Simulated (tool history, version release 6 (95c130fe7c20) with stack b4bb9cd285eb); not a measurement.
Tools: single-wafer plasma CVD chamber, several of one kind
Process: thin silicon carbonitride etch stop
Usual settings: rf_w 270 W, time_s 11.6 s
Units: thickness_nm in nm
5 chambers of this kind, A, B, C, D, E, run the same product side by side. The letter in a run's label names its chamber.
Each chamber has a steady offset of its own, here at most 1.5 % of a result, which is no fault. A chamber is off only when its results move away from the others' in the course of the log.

run   hour  rf_w  time_s  read-back reference wafer on the same gauge, thickness_nm  thickness_nm
 1A    6.1   270    11.6                                                     7.4494         7.319
 2E   12.4   270    11.6                                                     7.4538        7.1809
 3B   25.5   270    11.6                                                     7.4547        7.2763
 4D   33.3   270    11.6                                                     7.4492        7.2173
 5C   39.2   270    11.6                                                     7.4487        7.1468
 6E   46.7   270    11.6                                                     7.4503        7.1695
 7D   57.6   270    11.6                                                     7.4515        7.2198
 8C   69.2   270    11.6                                                     7.4507        7.1459
 9B   76.2   270    11.6                                                     7.4501        7.2679
10A   85.4   270    11.6                                                     7.4532        7.2966
11A   96.8   270    11.6                                                     7.4482        7.3032
12D  104.3   270    11.6                                                      7.448        7.1906
13C  112.4   310    12.7                                                     7.4558        8.1536
14B  124.7   310    12.7                                                     7.4475        8.2627
15E  137.6   310    12.7                                                     7.4492        8.1189
16A  147.6   310    12.7                                                     7.4484        8.3236
17D  158.3   310    12.7                                                     7.4523        8.2356
18E  170.8   270    10.7                                                      7.452        6.5661
19B  180.7   270    10.7                                                       7.45        6.6779
20C  188.8   270    10.7                                                     7.4465         6.571
21A  198.5   270    10.7                                                     7.4523         6.771
22C  210.1   270    10.7                                                     7.4512        6.6023
23E  219.3   270    11.6                                                      7.447        7.1315
24B  225.3   270    11.6                                                     7.4473        7.2626
25D  233.3   270    11.6                                                     7.4474        7.2014
26E  246.2   270    11.6                                                     7.4469        7.0986
27C  252.5   270    11.6                                                     7.4448        7.1624
28D  263.3   270    11.6                                                      7.453        7.2312
29A  269.7   225     9.9                                                     7.4517        5.9172
30B  275.9   225     9.9                                                     7.4524        5.8765
31A  286.1   225     9.9                                                     7.4474        5.9101
32C  297.5   225     9.9                                                     7.4499        5.8043
33B  304.3   225     9.9                                                     7.4572        5.8576
34E  313.3   270    11.6                                                     7.4487         7.089
35D  319.8   270    11.6                                                     7.4464        7.2014
36E  331.5   270    11.6                                                     7.4495         7.094
37C    345   270    11.6                                                     7.4532        7.1585
38A  352.6   270    11.6                                                     7.4524        7.2938
39B  359.2   295    10.6                                                     7.4499         6.781

Next, every chamber runs the same settings. What will each give?
40A   369   300    11.6                                                                        ?
40B   369   300    11.6                                                                        ?
40C   369   300    11.6                                                                        ?
40D   369   300    11.6                                                                        ?
40E   369   300    11.6                                                                        ?

run  thickness_nm
40A        7.5602
40B        7.4818
40C        7.3418
40D        7.4754
40E        7.2906

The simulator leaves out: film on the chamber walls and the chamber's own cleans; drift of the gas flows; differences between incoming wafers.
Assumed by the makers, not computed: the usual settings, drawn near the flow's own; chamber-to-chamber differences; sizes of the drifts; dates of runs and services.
